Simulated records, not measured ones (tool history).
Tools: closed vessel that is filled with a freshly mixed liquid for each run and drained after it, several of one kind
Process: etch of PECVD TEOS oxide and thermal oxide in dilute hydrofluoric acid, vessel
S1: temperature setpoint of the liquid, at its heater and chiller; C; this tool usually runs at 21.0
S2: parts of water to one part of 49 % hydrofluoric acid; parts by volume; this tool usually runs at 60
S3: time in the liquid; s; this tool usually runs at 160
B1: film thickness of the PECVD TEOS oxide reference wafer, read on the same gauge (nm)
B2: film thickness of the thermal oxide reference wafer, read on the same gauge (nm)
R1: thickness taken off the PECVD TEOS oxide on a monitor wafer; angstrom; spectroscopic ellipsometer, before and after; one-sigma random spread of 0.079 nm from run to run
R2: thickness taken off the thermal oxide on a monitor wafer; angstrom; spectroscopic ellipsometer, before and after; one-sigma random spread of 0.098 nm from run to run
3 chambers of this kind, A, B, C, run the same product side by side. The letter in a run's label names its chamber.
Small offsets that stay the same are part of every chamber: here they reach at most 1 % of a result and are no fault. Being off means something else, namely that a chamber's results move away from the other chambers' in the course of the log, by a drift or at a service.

Run 1B, day 0.438: usual settings; B1 100.010; B2 119.99. Result: R1 248.40 angstrom, R2 122.560 angstrom.
Run 2A, day 0.800: usual settings; B1 100.000; B2 120.03. Result: R1 251.70 angstrom, R2 124.500 angstrom.
Run 3C, day 1.012: usual settings; B1 99.994; B2 119.94. Result: R1 247.69 angstrom, R2 123.660 angstrom.
Run 4B, day 1.225: usual settings; B1 100.010; B2 120.02. Result: R1 248.80 angstrom, R2 124.200 angstrom.
Run 5A, day 1.525: usual settings but S1 18.0 C, S2 35 parts by volume; B1 100.020; B2 119.97. Result: R1 388.13 angstrom, R2 191.600 angstrom.
Run 6C, day 1.933: usual settings but S1 18.0 C, S2 35 parts by volume; B1 99.993; B2 120.02. Result: R1 386.39 angstrom, R2 193.620 angstrom.
Run 7A, day 2.304: usual settings but S1 18.0 C, S2 35 parts by volume; B1 99.996; B2 120.04. Result: R1 389.68 angstrom, R2 191.770 angstrom.
Run 8B, day 2.633: usual settings but S2 75 parts by volume; B1 100.010; B2 119.96. Result: R1 196.38 angstrom, R2 98.125 angstrom.
Run 9C, day 2.896: usual settings but S2 75 parts by volume; B1 100.030; B2 119.97. Result: R1 195.21 angstrom, R2 99.694 angstrom.
Run 10A, day 3.167: usual settings but S2 75 parts by volume; B1 99.997; B2 119.97. Result: R1 198.87 angstrom, R2 97.930 angstrom.
Run 11C, day 3.483: usual settings; B1 99.988; B2 119.98. Result: R1 248.05 angstrom, R2 124.380 angstrom.
Run 12B, day 3.883: usual settings; B1 100.000; B2 119.96. Result: R1 250.75 angstrom, R2 122.500 angstrom.
Run 13B, day 4.279: usual settings; B1 100.000; B2 119.99. Result: R1 249.49 angstrom, R2 124.840 angstrom.
Run 14A, day 4.575: usual settings; B1 100.000; B2 119.98. Result: R1 250.92 angstrom, R2 123.250 angstrom.
Run 15C, day 4.846: usual settings; B1 100.000; B2 119.98. Result: R1 248.37 angstrom, R2 124.400 angstrom.
Run 16B, day 5.054: usual settings; B1 99.995; B2 120.03. Result: R1 250.09 angstrom, R2 121.120 angstrom.
Run 17C, day 5.433: usual settings; B1 100.030; B2 119.95. Result: R1 248.77 angstrom, R2 124.390 angstrom.
Run 18A, day 5.638: usual settings; B1 100.010; B2 120.02. Result: R1 253.34 angstrom, R2 125.470 angstrom.
Run 19C, day 5.833: usual settings; B1 99.991; B2 119.99. Result: R1 248.20 angstrom, R2 124.300 angstrom.
Run 20B, day 6.050: usual settings; B1 99.990; B2 120.04. Result: R1 251.13 angstrom, R2 124.220 angstrom.
Run 21A, day 6.471: usual settings; B1 99.978; B2 119.99. Result: R1 252.99 angstrom, R2 123.520 angstrom.
Run 22A, day 6.833: usual settings; B1 100.010; B2 120.00. Result: R1 251.56 angstrom, R2 125.680 angstrom.
Run 23B, day 7.200: usual settings; B1 99.996; B2 119.98. Result: R1 250.22 angstrom, R2 123.980 angstrom.
Run 24C, day 7.496: usual settings; B1 100.020; B2 120.00. Result: R1 246.51 angstrom, R2 122.480 angstrom.
Run 25B, day 7.900: usual settings; B1 99.982; B2 119.98. Result: R1 249.84 angstrom, R2 123.800 angstrom.
Run 26A, day 8.333: usual settings but S1 22.5 C, S2 80 parts by volume; B1 100.000; B2 120.02. Result: R1 198.86 angstrom, R2 97.725 angstrom.
At day 8.375: chamber C: hydrofluoric acid flow meter replaced.
Run 27C, day 8.567: usual settings but S1 22.5 C, S2 80 parts by volume; B1 99.996; B2 119.98. Result: R1 193.62 angstrom, R2 96.726 angstrom.
Run 28B, day 8.950: usual settings but S1 22.5 C, S2 80 parts by volume; B1 99.994; B2 119.98. Result: R1 194.22 angstrom, R2 96.963 angstrom.

Each of the 3 chambers runs these same settings next. Fill in every chamber's results:
Run 29A, day 9.267: usual settings. Result: R1 ?, R2 ?.
Run 29B, day 9.267: usual settings. Result: R1 ?, R2 ?.
Run 29C, day 9.267: usual settings. Result: R1 ?, R2 ?.

run      R1       R2
29A  252.58  125.180
29B  250.71  122.940
29C  248.46  124.120
